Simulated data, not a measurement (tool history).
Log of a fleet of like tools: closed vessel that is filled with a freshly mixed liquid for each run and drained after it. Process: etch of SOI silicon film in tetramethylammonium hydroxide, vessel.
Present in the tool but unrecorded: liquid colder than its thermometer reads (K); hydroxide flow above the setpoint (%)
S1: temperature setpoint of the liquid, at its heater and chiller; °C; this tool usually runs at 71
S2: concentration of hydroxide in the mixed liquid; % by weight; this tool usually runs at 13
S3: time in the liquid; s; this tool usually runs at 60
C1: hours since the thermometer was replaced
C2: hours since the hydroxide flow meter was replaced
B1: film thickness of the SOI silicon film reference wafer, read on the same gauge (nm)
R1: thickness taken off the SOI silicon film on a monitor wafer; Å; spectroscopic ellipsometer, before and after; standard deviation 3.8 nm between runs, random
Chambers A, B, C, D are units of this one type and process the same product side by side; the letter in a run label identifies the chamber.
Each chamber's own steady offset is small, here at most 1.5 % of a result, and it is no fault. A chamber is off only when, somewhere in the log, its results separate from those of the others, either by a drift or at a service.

run 1D hour=8.8 | S1=71 S2=13 S3=60 | C1=1663.2 C2=923.8 | B1=29.977 | R1=3971.3
run 2A hour=17.4 | S1=71 S2=13 S3=60 | C1=996.6 C2=642.6 | B1=30.000 | R1=4063.0
run 3C hour=29.1 | S1=71 S2=13 S3=60 | C1=1382.0 C2=701.3 | B1=30.021 | R1=4075.7
run 4B hour=42.9 | S1=71 S2=13 S3=60 | C1=235.3 C2=398.4 | B1=30.014 | R1=4010.7
-- hour=51.9 chamber C: thermometer replaced
run 5C hour=53.3 | S1=71 S2=13 S3=60 | C1=1.4 C2=725.5 | B1=29.984 | R1=4058.1
run 6D hour=65.4 | S1=71 S2=13 S3=60 | C1=1719.8 C2=980.4 | B1=30.001 | R1=4055.9
-- hour=67.2 chamber C: hydroxide flow meter replaced
run 7A hour=81.1 | S1=71 S2=13 S3=60 | C1=1060.3 C2=706.3 | B1=29.981 | R1=4065.1
run 8B hour=93.5 | S1=71 S2=13 S3=60 | C1=285.9 C2=449.0 | B1=30.008 | R1=3973.4
run 9A hour=101.3 | S1=71 S2=13 S3=60 | C1=1080.5 C2=726.5 | B1=29.991 | R1=4060.1
run 10D hour=115.8 | S1=71 S2=13 S3=60 | C1=1770.2 C2=1030.8 | B1=30.024 | R1=4054.4
run 11B hour=124.9 | S1=71 S2=13 S3=60 | C1=317.3 C2=480.4 | B1=30.012 | R1=4025.5
run 12C hour=132.8 | S1=71 S2=13 S3=60 | C1=80.9 C2=65.7 | B1=30.008 | R1=3960.1
run 13B hour=146.4 | S1=71 S2=13 S3=60 | C1=338.8 C2=501.9 | B1=29.982 | R1=4022.8
run 14D hour=160.6 | S1=71 S2=13 S3=60 | C1=1815.0 C2=1075.6 | B1=30.006 | R1=4048.0
-- hour=164.5 chamber B: hydroxide flow meter replaced
run 15A hour=176.7 | S1=71 S2=13 S3=60 | C1=1155.9 C2=801.9 | B1=30.008 | R1=4105.4
-- hour=188.5 chamber A: thermometer replaced
run 16C hour=189.2 | S1=71 S2=13 S3=60 | C1=137.3 C2=122.1 | B1=30.007 | R1=4083.4
run 17B hour=199.1 | S1=71 S2=13 S3=60 | C1=391.5 C2=34.7 | B1=30.010 | R1=4068.8
run 18D hour=208.5 | S1=67 S2=13 S3=60 | C1=1862.9 C2=1123.5 | B1=30.010 | R1=3159.6
run 19A hour=216.6 | S1=67 S2=13 S3=60 | C1=28.2 C2=841.8 | B1=30.000 | R1=3194.3
run 20C hour=232.7 | S1=67 S2=13 S3=60 | C1=180.8 C2=165.6 | B1=29.999 | R1=3217.1
run 21A hour=245.5 | S1=67 S2=13 S3=60 | C1=57.1 C2=870.7 | B1=29.997 | R1=3215.6
run 22B hour=258.4 | S1=71 S2=13 S3=60 | C1=450.8 C2=94.0 | B1=29.998 | R1=3990.3
run 23C hour=270.0 | S1=71 S2=13 S3=60 | C1=218.1 C2=202.9 | B1=30.002 | R1=4069.1
run 24D hour=286.0 | S1=71 S2=13 S3=60 | C1=1940.4 C2=1201.0 | B1=29.993 | R1=4075.4
run 25A hour=295.6 | S1=71 S2=13 S3=60 | C1=107.2 C2=920.8 | B1=30.017 | R1=4057.0
run 26D hour=312.0 | S1=71 S2=13 S3=60 | C1=1966.4 C2=1227.0 | B1=29.981 | R1=4045.0
run 27B hour=327.2 | S1=71 S2=13 S3=60 | C1=519.6 C2=162.8 | B1=29.996 | R1=4071.9
run 28C hour=343.4 | S1=71 S2=13 S3=60 | C1=291.5 C2=276.3 | B1=30.003 | R1=4077.1
run 29A hour=356.1 | S1=71 S2=13 S3=60 | C1=167.7 C2=981.3 | B1=30.013 | R1=4092.5
run 30C hour=364.9 | S1=71 S2=13 S3=60 | C1=313.0 C2=297.8 | B1=30.010 | R1=4017.8
run 31D hour=372.1 | S1=71 S2=13 S3=60 | C1=2026.5 C2=1287.1 | B1=29.999 | R1=4046.0
run 32B hour=382.1 | S1=71 S2=13 S3=60 | C1=574.5 C2=217.7 | B1=30.022 | R1=4010.7
run 33B hour=392.6 | S1=71 S2=13 S3=60 | C1=585.0 C2=228.2 | B1=30.006 | R1=4097.5
run 34A hour=403.6 | S1=71 S2=13 S3=60 | C1=215.2 C2=1028.8 | B1=29.997 | R1=4071.1
run 35C hour=417.5 | S1=71 S2=13 S3=60 | C1=365.6 C2=350.4 | B1=30.024 | R1=3973.4
run 36D hour=431.2 | S1=71 S2=13 S3=60 | C1=2085.6 C2=1346.2 | B1=30.021 | R1=4104.2
run 37B hour=443.6 | S1=71 S2=13 S3=60 | C1=636.0 C2=279.2 | B1=30.003 | R1=4013.1
run 38C hour=460.1 | S1=71 S2=13 S3=60 | C1=408.2 C2=393.0 | B1=29.996 | R1=4040.2
run 39D hour=476.2 | S1=71 S2=13 S3=60 | C1=2130.6 C2=1391.2 | B1=29.984 | R1=4009.6

Is one chamber off against the others, does the gauge drift, or is nothing wrong? If a chamber is off, say which, and what the likeliest cause is.

Nothing is wrong: each chamber keeps only its own small, steady offset and the gauge holds still.
